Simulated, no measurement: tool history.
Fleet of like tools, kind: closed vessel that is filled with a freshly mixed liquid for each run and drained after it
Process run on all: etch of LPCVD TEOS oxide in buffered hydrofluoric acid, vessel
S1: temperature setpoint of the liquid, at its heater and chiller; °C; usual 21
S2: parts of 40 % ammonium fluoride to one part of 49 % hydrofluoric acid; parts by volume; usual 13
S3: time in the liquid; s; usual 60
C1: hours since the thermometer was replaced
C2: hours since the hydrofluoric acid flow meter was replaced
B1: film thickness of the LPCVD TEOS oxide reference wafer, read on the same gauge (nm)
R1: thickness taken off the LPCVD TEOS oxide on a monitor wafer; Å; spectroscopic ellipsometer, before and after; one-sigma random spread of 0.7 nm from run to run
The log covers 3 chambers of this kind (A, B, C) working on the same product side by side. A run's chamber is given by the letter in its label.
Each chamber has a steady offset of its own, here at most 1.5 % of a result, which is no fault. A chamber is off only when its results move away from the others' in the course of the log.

run,hour,S1,S2,S3,C1,C2,B1,R1
1A,4.4,21,13,60,544.1,634.8,59.99,1151.4
2C,7.8,21,13,60,1376.8,88.9,60.01,1150.3
3B,14.6,21,13,60,376.5,571.4,60.005,1151.4
4A,18,21,13,60,557.7,648.4,60.011,1148.4
5C,21.7,21,13,60,1390.7,102.8,59.998,1154
6B,28.4,21,13,60,390.3,585.2,60.013,1145.2
7A,32,21,13,60,571.7,662.4,60,1152
8C,38.1,21,13,60,1407.1,119.2,59.984,1171.8
9B,44.4,21,13,60,406.3,601.2,59.99,1156.6
10C,48.3,21,13,60,1417.3,129.4,60.007,1169
11B,51.8,21,13,60,413.7,608.6,60.005,1157.9
12A,55.3,21,13,60,595,685.7,60.01,1158.1
13B,58.7,21,13,60,420.6,615.5,60.014,1160.7
14A,61.8,21,13,60,601.5,692.2,60.02,1161
# hour 66.3: chamber C: thermometer replaced
15C,68.6,21,13,60,2.4,149.7,60.023,1162.8
16C,74.4,21,9,60,8.2,155.5,59.998,1608.1
17A,79.2,21,9,60,618.9,709.6,60.007,1638.6
18B,82.5,21,9,60,444.4,639.3,59.998,1605.9
19A,86.2,21,13,60,625.9,716.6,60.007,1191.8
20B,90.3,23,13,45,452.2,647.1,60.002,964.15
21C,96.9,23,13,45,30.7,178,59.998,976.72
22C,100.8,23,13,45,34.6,181.9,59.997,982.68
23B,107.2,21,13,60,469.1,664,60.006,1148
24A,112,21,13,60,651.7,742.4,59.984,1227
25B,116.7,21,13,60,478.6,673.5,60.001,1155.2
26C,120.2,21,13,60,54,201.3,60.001,1164.9
27A,124.1,21,13,60,663.8,754.5,60,1252.3
28B,127.7,18,9,60,489.6,684.5,59.995,1355.1

Each of the 3 chambers runs these same settings next. Fill in every chamber's results:
29A,132.7,21,8,60,,,,?
29B,132.7,21,8,60,,,,?
29C,132.7,21,8,60,,,,?

run,R1
29A,2003.1
29B,1821.4
29C,1823.5
